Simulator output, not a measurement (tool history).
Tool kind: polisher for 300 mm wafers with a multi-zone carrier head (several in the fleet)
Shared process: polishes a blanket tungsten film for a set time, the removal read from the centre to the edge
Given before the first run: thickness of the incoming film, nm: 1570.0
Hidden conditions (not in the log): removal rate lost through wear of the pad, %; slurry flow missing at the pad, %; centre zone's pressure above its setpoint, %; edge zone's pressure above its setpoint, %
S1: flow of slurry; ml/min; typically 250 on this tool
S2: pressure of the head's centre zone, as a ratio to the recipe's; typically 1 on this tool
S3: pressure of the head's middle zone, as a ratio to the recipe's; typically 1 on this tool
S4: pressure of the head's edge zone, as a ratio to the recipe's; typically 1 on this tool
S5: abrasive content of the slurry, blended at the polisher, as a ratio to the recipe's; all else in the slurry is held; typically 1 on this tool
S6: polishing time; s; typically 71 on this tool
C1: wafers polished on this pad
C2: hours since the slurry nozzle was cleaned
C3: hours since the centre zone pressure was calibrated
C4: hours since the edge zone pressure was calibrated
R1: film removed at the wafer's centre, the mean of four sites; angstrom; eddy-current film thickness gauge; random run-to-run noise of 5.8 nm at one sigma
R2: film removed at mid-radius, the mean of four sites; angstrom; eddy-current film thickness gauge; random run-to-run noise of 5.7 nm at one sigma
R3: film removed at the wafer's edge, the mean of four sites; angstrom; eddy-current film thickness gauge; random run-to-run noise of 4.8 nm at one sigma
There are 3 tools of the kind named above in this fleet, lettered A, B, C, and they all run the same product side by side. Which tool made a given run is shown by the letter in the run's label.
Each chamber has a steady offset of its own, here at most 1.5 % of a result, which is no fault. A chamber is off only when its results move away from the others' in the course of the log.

run 1A day=0.379 | S1=250 S2=1 S3=1 S4=1 S5=1 S6=71 | C1=706 C2=113.5 C3=167.2 C4=51.8 | R1=3965.4 R2=3914.4 R3=3944.1
run 2B day=0.708 | S1=250 S2=1 S3=1 S4=1 S5=1 S6=71 | C1=1200 C2=298.8 C3=372.9 C4=1097.7 | R1=3898.5 R2=3903.6 R3=3850.2
-- day=1.042 chamber B: worn pad replaced by a new one
run 3C day=1.146 | S1=250 S2=1 S3=1 S4=1 S5=1 S6=71 | C1=554 C2=62.1 C3=1312.4 C4=89.6 | R1=4009.2 R2=3968.7 R3=3872
run 4A day=1.65 | S1=250 S2=1 S3=1 S4=1 S5=1 S6=71 | C1=949 C2=144 C3=197.7 C4=82.3 | R1=3953.4 R2=4023.1 R3=3915.6
-- day=1.675 chamber C: centre zone pressure recalibrated
run 5C day=2.071 | S1=250 S2=1 S3=1.09 S4=1 S5=1 S6=49 | C1=731 C2=84.3 C3=9.5 C4=111.8 | R1=2750.5 R2=3001.7 R3=2687.1
run 6B day=2.446 | S1=250 S2=1 S3=1.09 S4=1 S5=1 S6=49 | C1=268 C2=340.5 C3=414.6 C4=1139.4 | R1=2637.5 R2=2954.1 R3=2666.7
run 7C day=2.738 | S1=250 S2=1 S3=1.09 S4=1 S5=1 S6=49 | C1=858 C2=100.3 C3=25.5 C4=127.8 | R1=2657.2 R2=2888.7 R3=2710.9
run 8A day=3.025 | S1=250 S2=1 S3=1 S4=1 S5=1 S6=71 | C1=1211 C2=177 C3=230.7 C4=115.3 | R1=3842.3 R2=3914.3 R3=3961.5
run 9B day=3.296 | S1=250 S2=1 S3=1 S4=1 S5=1 S6=71 | C1=430 C2=360.9 C3=435 C4=1159.8 | R1=4043.4 R2=3949.9 R3=3950.2
run 10C day=3.862 | S1=250 S2=1 S3=1 S4=1 S5=1 S6=71 | C1=1073 C2=127.3 C3=52.5 C4=154.8 | R1=4015 R2=3922.5 R3=3985.4
-- day=3.996 chamber A: worn pad replaced by a new one
run 11A day=4.25 | S1=250 S2=1 S3=1 S4=1 S5=1 S6=71 | C1=49 C2=206.4 C3=260.1 C4=144.7 | R1=3850 R2=4010.3 R3=3918.9
run 12B day=4.521 | S1=250 S2=1 S3=1 S4=1 S5=1 S6=71 | C1=664 C2=390.3 C3=464.4 C4=1189.2 | R1=3991.3 R2=3999.3 R3=3848.7
-- day=4.662 chamber C: worn pad replaced by a new one
run 13C day=4.921 | S1=330 S2=1 S3=1 S4=1 S5=1 S6=71 | C1=49 C2=152.7 C3=77.9 C4=180.2 | R1=4150 R2=4007.8 R3=3972.7
run 14A day=5.433 | S1=330 S2=1 S3=1 S4=1 S5=1 S6=71 | C1=275 C2=234.8 C3=288.5 C4=173.1 | R1=3980.6 R2=4038.2 R3=4041.1
run 15B day=6 | S1=330 S2=1 S3=1 S4=1 S5=1 S6=71 | C1=947 C2=425.8 C3=499.9 C4=1224.7 | R1=4082.2 R2=4069 R3=4030
run 16A day=6.358 | S1=250 S2=1 S3=0.91 S4=1.1 S5=1 S6=71 | C1=451 C2=257 C3=310.7 C4=195.3 | R1=3915.8 R2=3596.6 R3=4138.1
run 17B day=6.621 | S1=250 S2=1 S3=0.91 S4=1.1 S5=1 S6=71 | C1=1065 C2=440.7 C3=514.8 C4=1239.6 | R1=3903.9 R2=3659.2 R3=4034.3
run 18C day=6.996 | S1=250 S2=1 S3=0.91 S4=1.1 S5=1 S6=71 | C1=445 C2=202.5 C3=127.7 C4=230 | R1=3941 R2=3759.7 R3=4150.3
-- day=7.246 chamber B: worn pad replaced by a new one
run 19A day=7.546 | S1=250 S2=1 S3=1 S4=1 S5=1 S6=71 | C1=678 C2=285.5 C3=339.2 C4=223.8 | R1=3887.8 R2=3878.4 R3=3856.6
run 20B day=8.058 | S1=250 S2=1 S3=1 S4=1 S5=1 S6=71 | C1=155 C2=475.2 C3=549.3 C4=1274.1 | R1=3962.5 R2=3917.3 R3=4056.1
run 21C day=8.354 | S1=250 S2=1 S3=1 S4=1 S5=1 S6=71 | C1=705 C2=235.1 C3=160.3 C4=262.6 | R1=3971.4 R2=3930.4 R3=3973.7
run 22C day=8.658 | S1=250 S2=1 S3=1 S4=1 S5=1 S6=71 | C1=763 C2=242.4 C3=167.6 C4=269.9 | R1=3966.1 R2=4124.1 R3=3974.9
run 23A day=9.138 | S1=250 S2=1 S3=1 S4=1 S5=1 S6=71 | C1=982 C2=323.7 C3=377.4 C4=262 | R1=3920.9 R2=3948 R3=3987
run 24B day=9.538 | S1=250 S2=1 S3=1 S4=1 S5=1 S6=71 | C1=437 C2=510.7 C3=584.8 C4=1309.6 | R1=3978.9 R2=3959.3 R3=3996.5
run 25B day=9.821 | S1=250 S2=1 S3=1 S4=1 S5=1 S6=71 | C1=492 C2=517.5 C3=591.6 C4=1316.4 | R1=4008.8 R2=3989.8 R3=3870.5
-- day=10.15 chamber C: edge zone pressure recalibrated
run 26A day=10.371 | S1=250 S2=1 S3=1 S4=1 S5=1 S6=71 | C1=1218 C2=353.3 C3=407 C4=291.6 | R1=3859.3 R2=3889 R3=3987.7
-- day=10.571 chamber A: worn pad replaced by a new one
run 27C day=10.646 | S1=250 S2=1 S3=1 S4=1 S5=1 S6=71 | C1=1142 C2=290.1 C3=215.3 C4=11.9 | R1=3956.5 R2=4089.7 R3=3886.1
-- day=10.758 chamber B: edge zone pressure recalibrated
run 28C day=10.921 | S1=250 S2=1 S3=1 S4=1 S5=1 S6=71 | C1=1195 C2=296.7 C3=221.9 C4=18.5 | R1=4054.3 R2=3957.2 R3=3901.7
run 29A day=11.246 | S1=250 S2=1 S3=1 S4=1 S5=1 S6=71 | C1=129 C2=374.3 C3=428 C4=312.6 | R1=3901.8 R2=3901.5 R3=3896.9
run 30B day=11.521 | S1=250 S2=1 S3=1 S4=1 S5=1 S6=71 | C1=816 C2=558.3 C3=632.4 C4=18.3 | R1=4003.2 R2=3912.7 R3=3883.4
-- day=11.633 chamber C: worn pad replaced by a new one
run 31B day=12.033 | S1=250 S2=1 S3=1 S4=1 S5=1 S6=71 | C1=914 C2=570.6 C3=644.7 C4=30.6 | R1=3882.4 R2=3955.5 R3=3888.3
run 32A day=12.475 | S1=250 S2=1 S3=1 S4=1 S5=1 S6=71 | C1=363 C2=403.8 C3=457.5 C4=342.1 | R1=3869.8 R2=3965.7 R3=3929
run 33C day=12.983 | S1=250 S2=1 S3=1 S4=1 S5=1 S6=71 | C1=258 C2=346.2 C3=271.4 C4=68 | R1=4022.8 R2=3967.2 R3=3938.9
run 34B day=13.329 | S1=250 S2=1 S3=1 S4=1 S5=1 S6=71 | C1=1162 C2=601.7 C3=675.8 C4=61.7 | R1=3881.1 R2=3906.8 R3=3921.5
run 35A day=13.879 | S1=250 S2=1 S3=1 S4=1 S5=1 S6=71 | C1=632 C2=437.5 C3=491.2 C4=375.8 | R1=3852.4 R2=3885.3 R3=3991.7
run 36C day=14.142 | S1=250 S2=1 S3=1 S4=1 S5=1 S6=71 | C1=479 C2=374 C3=299.2 C4=95.8 | R1=4074.9 R2=3977.7 R3=3924.1
run 37B day=14.717 | S1=175 S2=1 S3=1 S4=1 S5=1 S6=80 | C1=1427 C2=635 C3=709.1 C4=95 | R1=4136.2 R2=4331.6 R3=4145.1

What goes on in this fleet: one chamber off, a drifting gauge, or nothing beyond the chambers' own small offsets? Name the chamber and the cause, if any.

All chambers stay in line apart from their small fixed offsets, and the gauge does not drift.

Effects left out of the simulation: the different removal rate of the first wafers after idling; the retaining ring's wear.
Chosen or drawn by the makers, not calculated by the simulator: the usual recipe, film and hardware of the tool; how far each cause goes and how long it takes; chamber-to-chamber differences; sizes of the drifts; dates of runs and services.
